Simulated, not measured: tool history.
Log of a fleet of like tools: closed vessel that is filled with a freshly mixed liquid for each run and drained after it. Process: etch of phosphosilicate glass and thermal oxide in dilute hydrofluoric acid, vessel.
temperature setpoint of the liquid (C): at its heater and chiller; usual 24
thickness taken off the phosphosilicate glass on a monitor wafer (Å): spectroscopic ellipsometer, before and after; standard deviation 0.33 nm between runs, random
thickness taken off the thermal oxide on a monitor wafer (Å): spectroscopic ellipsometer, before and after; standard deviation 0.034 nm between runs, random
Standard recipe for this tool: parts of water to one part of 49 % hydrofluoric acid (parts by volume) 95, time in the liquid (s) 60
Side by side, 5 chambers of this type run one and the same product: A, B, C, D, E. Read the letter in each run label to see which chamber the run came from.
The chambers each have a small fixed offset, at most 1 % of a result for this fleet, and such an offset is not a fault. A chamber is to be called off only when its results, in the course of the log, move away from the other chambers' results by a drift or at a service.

run	hour	temperature setpoint of the liquid (C)	parts of water to one part of 49 % hydrofluoric acid (parts by volume)	time in the liquid (s)	hours since the thermometer was replaced	hours since the hydrofluoric acid flow meter was replaced	read-back film thickness of the phosphosilicate glass reference wafer, read on the same gauge (nm)	read-back film thickness of the thermal oxide reference wafer, read on the same gauge (nm)	thickness taken off the phosphosilicate glass on a monitor wafer (Å)	thickness taken off the thermal oxide on a monitor wafer (Å)
1A	8.1	24	95	60	63.9	659.0	119.97	140.01	672.51	31.442
2D	16.0	24	95	60	662.1	1069.3	119.94	140.00	672.26	31.291
3E	20.9	24	95	60	716.8	414.6	120.01	139.99	670.07	31.073
4B	28.7	24	95	60	1601.7	987.7	120.00	139.99	671.95	31.036
5C	35.9	24	95	60	279.4	654.8	120.00	140.02	669.66	31.145
6E	43.7	24	95	60	739.6	437.4	120.03	139.98	668.19	31.416
7B	54.1	24	95	60	1627.1	1013.1	120.01	140.00	673.74	31.526
8D	59.1	24	95	60	705.2	1112.4	120.00	140.00	670.96	31.208
9C	69.1	24	95	60	312.6	688.0	120.01	140.01	669.84	31.138
10A	79.1	24	95	60	134.9	730.0	119.99	140.00	669.01	31.081
11A	84.7	24	95	60	140.5	735.6	120.01	139.99	676.59	30.769
12B	90.9	24	95	60	1663.9	1049.9	120.02	139.98	665.13	31.570
13C	100.2	24	95	60	343.7	719.1	119.95	140.01	675.98	31.397
14D	109.5	24	95	60	755.6	1162.8	120.02	140.01	666.65	31.146
15E	118.9	24	95	60	814.8	512.6	120.03	139.99	664.69	31.312
16D	128.6	24	95	60	774.7	1181.9	119.99	139.98	668.96	30.991
17C	135.3	24	95	60	378.8	754.2	119.98	139.99	671.21	30.796
18E	141.7	26	95	40	837.6	535.4	120.04	140.02	481.58	22.658
19B	151.8	26	95	40	1724.8	1110.8	120.00	140.02	479.56	22.698
20A	159.4	26	95	40	215.2	810.3	120.03	139.99	482.52	22.500
21E	167.3	26	95	40	863.2	561.0	120.00	140.01	483.37	22.733
22C	177.7	26	95	40	421.2	796.6	119.97	140.00	487.88	22.059
23A	184.4	24	95	60	240.2	835.3	120.06	140.00	670.37	30.730
24B	194.0	24	95	60	1767.0	1153.0	120.04	140.00	670.33	31.461
25D	201.0	24	95	60	847.1	1254.3	120.02	140.01	672.67	31.164
26E	207.9	24	95	60	903.8	601.6	120.01	139.99	669.96	30.827
27B	214.3	24	95	60	1787.3	1173.3	120.00	140.01	672.30	31.253
# hour 220.6: chamber A: hydrofluoric acid flow meter replaced
28D	221.0	24	95	60	867.1	1274.3	120.00	140.00	670.78	31.166
29C	226.5	24	95	60	470.0	845.4	120.02	140.00	668.57	31.044
30A	235.2	24	95	60	291.0	14.7	120.00	140.01	676.16	30.954
31B	240.1	24	95	60	1813.1	1199.1	119.92	140.02	670.49	30.921

Read the log: is a single chamber off, either drifting away or since a service, is the gauge that measures every chamber drifting, or is nothing wrong beyond small per-chamber offsets? Name any odd chamber and what most likely caused it.

No chamber stands off beyond its own small offset, and the gauge holds steady.
